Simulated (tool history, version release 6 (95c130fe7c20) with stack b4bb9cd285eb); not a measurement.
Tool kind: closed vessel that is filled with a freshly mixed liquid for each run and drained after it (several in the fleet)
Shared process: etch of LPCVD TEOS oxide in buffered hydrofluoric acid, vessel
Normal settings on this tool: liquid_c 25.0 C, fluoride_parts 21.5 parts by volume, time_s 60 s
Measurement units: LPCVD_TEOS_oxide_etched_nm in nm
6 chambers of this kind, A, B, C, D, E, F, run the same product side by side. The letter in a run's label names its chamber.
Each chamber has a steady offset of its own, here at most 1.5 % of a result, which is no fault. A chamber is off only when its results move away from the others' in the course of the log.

run	day	liquid_c	fluoride_parts	time_s	read-back film thickness of the LPCVD TEOS oxide reference wafer, read on the same gauge (nm)	LPCVD_TEOS_oxide_etched_nm
1B	0.467	25.0	21.5	60	130.05	72.692
2C	0.975	25.0	21.5	60	130.03	73.818
3A	1.558	25.0	21.5	60	130.00	73.897
4E	1.912	25.0	21.5	60	129.98	72.277
5F	2.338	25.0	21.5	60	129.97	74.029
6D	2.712	25.0	21.5	60	129.99	72.663
7D	3.296	25.0	21.5	60	130.02	73.671
8A	3.921	25.0	21.5	60	130.00	73.654
9F	4.400	25.0	21.5	60	129.99	74.513
10C	4.708	25.0	21.5	60	130.02	72.736
# day 4.975: chamber A: thermometer replaced
11E	5.288	25.0	21.5	60	129.95	72.836
12B	5.838	25.0	21.5	60	129.98	72.034
13A	6.438	25.0	21.5	60	130.01	73.525
14B	6.908	29.5	21.5	60	129.99	92.064
# day 7.250: chamber B: hydrofluoric acid flow meter replaced
15D	7.379	29.5	21.5	60	130.02	92.955
16E	7.854	29.5	21.5	60	129.98	91.396
17F	8.217	29.5	21.5	60	130.01	94.157
18C	8.588	29.5	21.5	60	130.01	92.700
19B	9.104	29.5	21.5	60	129.98	93.492
20F	9.712	25.0	21.5	60	130.00	74.380
21C	10.183	25.0	21.5	60	130.01	73.419
22D	10.704	25.0	21.5	60	129.98	72.361
# day 10.771: chamber E: hydrofluoric acid flow meter replaced
23A	11.138	25.0	21.5	60	130.02	72.478
24E	11.692	25.0	21.5	60	129.97	69.890
25F	11.979	25.0	21.5	60	129.99	73.076
26B	12.446	25.0	21.5	60	129.99	73.313
27C	12.833	25.0	21.5	60	130.00	72.485
28A	13.258	25.0	21.5	60	129.97	73.546
29D	13.762	25.0	21.5	60	129.99	72.771
# day 13.817: chamber A: hydrofluoric acid flow meter replaced
30E	14.142	23.0	19.0	60	130.03	67.277
31A	14.529	23.0	19.0	60	129.99	72.987
32B	15.067	23.0	19.0	60	130.00	72.498
# day 15.271: chamber C: hydrofluoric acid flow meter replaced
33C	15.388	23.0	19.0	60	130.00	72.349
34E	15.858	23.0	19.0	60	130.05	67.634
35F	16.212	23.0	19.0	60	129.98	73.485
36D	16.625	25.0	21.5	60	130.02	71.874
37B	16.992	28.0	16.5	60	130.00	108.630
38D	17.333	28.0	16.5	60	130.00	108.540
39C	17.658	28.0	16.5	60	130.05	109.060
40E	18.158	28.0	16.5	60	129.99	101.420
41F	18.646	28.0	16.5	60	130.01	111.090

Has any chamber moved away from the others, gradually or after a service, or does the common gauge drift, or do the chambers differ only by their own small steady offsets? State the chamber and the most likely cause if one applies.

Chamber E drifts away from the others.
Cause: liquid colder than its thermometer reads (K) = 1.69.

Which of the 4 candidates below, each the usual settings with something changed and its results left as question marks, puts chamber E back in line with what the other chambers give on the usual settings?
A result is in line if it is within this distance of the other chambers' mean on the usual settings: LPCVD_TEOS_oxide_etched_nm 1.800 nm
42E-1	19.096	25.0	21.5	55		?
42E-2	19.096	25.0	21.0	65		?
42E-3	19.096	23.5	24.5	60		?
42E-4	19.096	25.5	21.5	70		?

What the other chambers average on the usual settings: LPCVD_TEOS_oxide_etched_nm 73.106 nm
run	LPCVD_TEOS_oxide_etched_nm
42E-1	61.376
42E-2	73.708
42E-3	56.365
42E-4	80.290
42E-2 puts the chamber back in line with the other chambers.
